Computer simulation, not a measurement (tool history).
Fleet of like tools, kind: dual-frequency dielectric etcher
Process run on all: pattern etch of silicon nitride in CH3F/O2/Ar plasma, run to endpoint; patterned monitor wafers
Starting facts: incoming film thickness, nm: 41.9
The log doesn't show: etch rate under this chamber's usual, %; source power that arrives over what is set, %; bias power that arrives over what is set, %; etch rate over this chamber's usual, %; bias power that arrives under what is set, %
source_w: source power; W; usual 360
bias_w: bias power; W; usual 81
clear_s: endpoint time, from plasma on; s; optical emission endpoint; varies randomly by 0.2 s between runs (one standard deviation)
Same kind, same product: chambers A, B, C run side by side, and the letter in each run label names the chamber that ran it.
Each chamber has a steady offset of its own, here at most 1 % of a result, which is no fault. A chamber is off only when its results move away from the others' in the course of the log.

| run | hour | source_w | bias_w | hours since the last wet clean | hours since the last source power generator calibration | hours since the last bias power generator calibration | clear_s |
|---|---|---|---|---|---|---|---|
| 1B | 8.1 | 360 | 81 | 248 | 1511.8 | 828.7 | 61.363 |
| 2C | 13.8 | 360 | 81 | 281.6 | 2244.7 | 2747.1 | 60.627 |
| 3A | 18 | 360 | 81 | 344.3 | 3500.3 | 1813.8 | 60.293 |
| 4C | 25.6 | 360 | 81 | 293.4 | 2256.5 | 2758.9 | 60.614 |
| 5A | 34.4 | 360 | 81 | 360.7 | 3516.7 | 1830.2 | 60.44 |
| 6B | 41.6 | 360 | 81 | 281.5 | 1545.3 | 862.2 | 61.355 |
| 7C | 46.1 | 360 | 81 | 313.9 | 2277 | 2779.4 | 60.57 |
| 8B | 53.7 | 360 | 90 | 293.6 | 1557.4 | 874.3 | 58.811 |
| 9A | 58.6 | 360 | 90 | 384.9 | 3540.9 | 1854.4 | 58.353 |
| 10C | 64.7 | 360 | 90 | 332.5 | 2295.6 | 2798 | 58.24 |
| 11A | 73.1 | 450 | 62 | 399.4 | 3555.4 | 1868.9 | 60.584 |
|  | 77.4 | chamber C: wet clean of the chamber |
| 12B | 78 | 450 | 62 | 317.9 | 1581.7 | 898.6 | 61.171 |
| 13B | 85.9 | 450 | 62 | 325.8 | 1589.6 | 906.5 | 61.361 |
| 14C | 93.8 | 360 | 81 | 16.5 | 2324.7 | 2827.1 | 60.71 |
| 15A | 98.4 | 360 | 81 | 424.7 | 3580.7 | 1894.2 | 60.213 |
| 16A | 105 | 360 | 81 | 431.3 | 3587.3 | 1900.8 | 60.181 |
| 17C | 109.3 | 360 | 81 | 32 | 2340.2 | 2842.6 | 60.694 |
| 18B | 117.7 | 360 | 81 | 357.6 | 1621.4 | 938.3 | 60.973 |
| 19C | 124.3 | 360 | 81 | 47 | 2355.2 | 2857.6 | 60.867 |
| 20A | 129.8 | 360 | 91 | 456.1 | 3612.1 | 1925.6 | 57.696 |
| 21B | 135.8 | 360 | 91 | 375.7 | 1639.5 | 956.4 | 58.462 |

All 3 chambers run these settings next. Forecast each chamber's results:
| 22A | 142.1 | 360 | 81 |  |  |  | ? |
| 22B | 142.1 | 360 | 81 |  |  |  | ? |
| 22C | 142.1 | 360 | 81 |  |  |  | ? |

| run | clear_s |
|---|---|
| 22A | 60.155 |
| 22B | 61.309 |
| 22C | 61.164 |

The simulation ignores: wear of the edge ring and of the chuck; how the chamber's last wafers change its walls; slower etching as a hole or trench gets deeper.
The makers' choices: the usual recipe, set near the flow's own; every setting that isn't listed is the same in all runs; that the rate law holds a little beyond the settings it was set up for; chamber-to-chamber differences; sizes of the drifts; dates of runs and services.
